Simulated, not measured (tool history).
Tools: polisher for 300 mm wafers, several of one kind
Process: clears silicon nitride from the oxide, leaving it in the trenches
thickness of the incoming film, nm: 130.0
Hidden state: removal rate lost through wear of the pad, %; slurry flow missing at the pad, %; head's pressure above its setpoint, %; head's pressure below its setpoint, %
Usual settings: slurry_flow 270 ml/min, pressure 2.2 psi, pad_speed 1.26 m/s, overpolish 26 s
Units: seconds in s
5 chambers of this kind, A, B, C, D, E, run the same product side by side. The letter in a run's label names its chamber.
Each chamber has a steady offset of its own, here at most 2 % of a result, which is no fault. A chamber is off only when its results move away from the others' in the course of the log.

| run | hour | slurry_flow | pressure | pad_speed | overpolish | wafers polished on this pad | hours since the slurry nozzle was cleaned | hours since the head pressure was calibrated | seconds |
|---|---|---|---|---|---|---|---|---|---|
| 1C | 9.5 | 270 | 2.2 | 1.26 | 26 | 229 | 466.5 | 167.4 | 150.67 |
| 2D | 18.3 | 270 | 2.2 | 1.26 | 26 | 353 | 546.8 | 627.6 | 152.68 |
|  | 22.1 | chamber E: worn pad replaced by a new one |
| 3E | 25.8 | 270 | 2.2 | 1.26 | 26 | 26 | 177.5 | 272.7 | 151.01 |
| 4A | 31.3 | 270 | 2.2 | 1.26 | 26 | 1380 | 220.7 | 259.3 | 151.62 |
| 5B | 39.4 | 270 | 1.9 | 1.26 | 26 | 383 | 369.7 | 870.9 | 179.95 |
|  | 47.5 | chamber A: worn pad replaced by a new one |
| 6E | 47.5 | 270 | 1.9 | 1.26 | 26 | 180 | 199.2 | 294.4 | 174.17 |
|  | 49.0 | chamber C: worn pad replaced by a new one |
| 7D | 59.2 | 270 | 1.9 | 1.26 | 26 | 643 | 587.7 | 668.5 | 176.70 |
| 8C | 64.5 | 270 | 1.9 | 1.26 | 26 | 110 | 521.5 | 222.4 | 175.58 |
| 9A | 70.5 | 270 | 1.9 | 1.26 | 26 | 163 | 259.9 | 298.5 | 172.32 |
|  | 72.0 | chamber B: worn pad replaced by a new one |
| 10B | 78.0 | 270 | 2.2 | 1.26 | 26 | 43 | 408.3 | 909.5 | 154.25 |
| 11B | 84.2 | 270 | 2.2 | 1.26 | 26 | 87 | 414.5 | 915.7 | 152.31 |
| 12E | 91.5 | 270 | 2.2 | 1.26 | 26 | 492 | 243.2 | 338.4 | 150.93 |
|  | 99.8 | chamber E: worn pad replaced by a new one |
| 13C | 103.1 | 270 | 2.2 | 1.26 | 26 | 384 | 560.1 | 261.0 | 152.46 |
| 14A | 108.9 | 325 | 2.2 | 1.60 | 26 | 435 | 298.3 | 336.9 | 115.22 |
|  | 112.8 | chamber E: slurry nozzle cleaned |
|  | 116.9 | chamber C: worn pad replaced by a new one |
| 15D | 120.0 | 325 | 2.2 | 1.60 | 26 | 1075 | 648.5 | 729.3 | 119.86 |
| 16A | 128.8 | 325 | 2.2 | 1.60 | 26 | 577 | 318.2 | 356.8 | 114.29 |
| 17B | 134.7 | 325 | 2.2 | 1.60 | 26 | 445 | 465.0 | 966.2 | 117.04 |
| 18E | 145.4 | 325 | 2.2 | 1.60 | 26 | 323 | 32.7 | 392.3 | 117.25 |
|  | 153.6 | chamber B: worn pad replaced by a new one |
| 19C | 154.0 | 270 | 2.2 | 1.26 | 26 | 263 | 611.0 | 311.9 | 153.04 |
|  | 158.6 | chamber C: slurry nozzle cleaned |
|  | 158.6 | chamber C: head pressure recalibrated |
| 20D | 163.1 | 270 | 2.2 | 1.26 | 26 | 1381 | 691.6 | 772.4 | 152.70 |
|  | 167.6 | chamber E: worn pad replaced by a new one |
| 21E | 170.5 | 270 | 2.2 | 1.26 | 26 | 21 | 57.8 | 417.4 | 150.77 |
| 22B | 176.7 | 270 | 2.2 | 1.26 | 26 | 164 | 507.0 | 1008.2 | 155.41 |
| 23D | 182.0 | 270 | 2.2 | 1.26 | 26 | 1515 | 710.5 | 791.3 | 154.68 |
|  | 191.1 | chamber C: worn pad replaced by a new one |
| 24A | 191.6 | 270 | 2.2 | 1.26 | 26 | 1022 | 381.0 | 419.6 | 146.24 |
|  | 192.1 | chamber D: worn pad replaced by a new one |
| 25C | 198.0 | 270 | 2.2 | 1.26 | 26 | 49 | 39.5 | 39.4 | 154.74 |
| 26E | 207.2 | 270 | 2.6 | 1.26 | 26 | 281 | 94.5 | 454.1 | 127.34 |
| 27B | 218.2 | 270 | 2.6 | 1.26 | 26 | 459 | 548.5 | 1049.7 | 129.66 |
| 28D | 223.5 | 270 | 2.6 | 1.26 | 26 | 223 | 752.0 | 832.8 | 131.39 |
|  | 223.9 | chamber A: worn pad replaced by a new one |
| 29C | 233.5 | 270 | 2.6 | 1.26 | 26 | 301 | 75.0 | 74.9 | 129.19 |
| 30A | 244.3 | 270 | 2.6 | 1.26 | 26 | 145 | 433.7 | 472.3 | 120.56 |
|  | 247.9 | chamber B: worn pad replaced by a new one |
| 31B | 255.0 | 270 | 2.2 | 1.26 | 26 | 50 | 585.3 | 1086.5 | 155.67 |
|  | 260.4 | chamber C: worn pad replaced by a new one |
| 32C | 261.8 | 270 | 2.2 | 0.94 | 26 | 10 | 103.3 | 103.2 | 204.52 |

What goes on in this fleet: one chamber off, a drifting gauge, or nothing beyond the chambers' own small offsets? Name the chamber and the cause, if any.

Chamber A drifts away from the others.
Cause: head's pressure above its setpoint, % = 7.49.

Here are 4 candidates for chamber A's next run, each the usual settings with a change, their results left as question marks. Which one brings its results back in line with what the others give on the usual settings?
In line means no further than this from the other chambers' mean on the usual settings: seconds 4.40 s
| 33A-1 | 270.5 | 320 | 2.2 | 1.26 | 26 |  |  |  | ? |
| 33A-2 | 270.5 | 270 | 2.2 | 1.24 | 26 |  |  |  | ? |
| 33A-3 | 270.5 | 270 | 2.1 | 1.22 | 26 |  |  |  | ? |
| 33A-4 | 270.5 | 270 | 2.2 | 1.34 | 26 |  |  |  | ? |

The other chambers' mean on the usual settings: seconds 152.35 s
| run | seconds |
|---|---|
| 33A-1 | 139.16 |
| 33A-2 | 143.60 |
| 33A-3 | 152.89 |
| 33A-4 | 132.83 |
33A-3 brings the chamber back in line.

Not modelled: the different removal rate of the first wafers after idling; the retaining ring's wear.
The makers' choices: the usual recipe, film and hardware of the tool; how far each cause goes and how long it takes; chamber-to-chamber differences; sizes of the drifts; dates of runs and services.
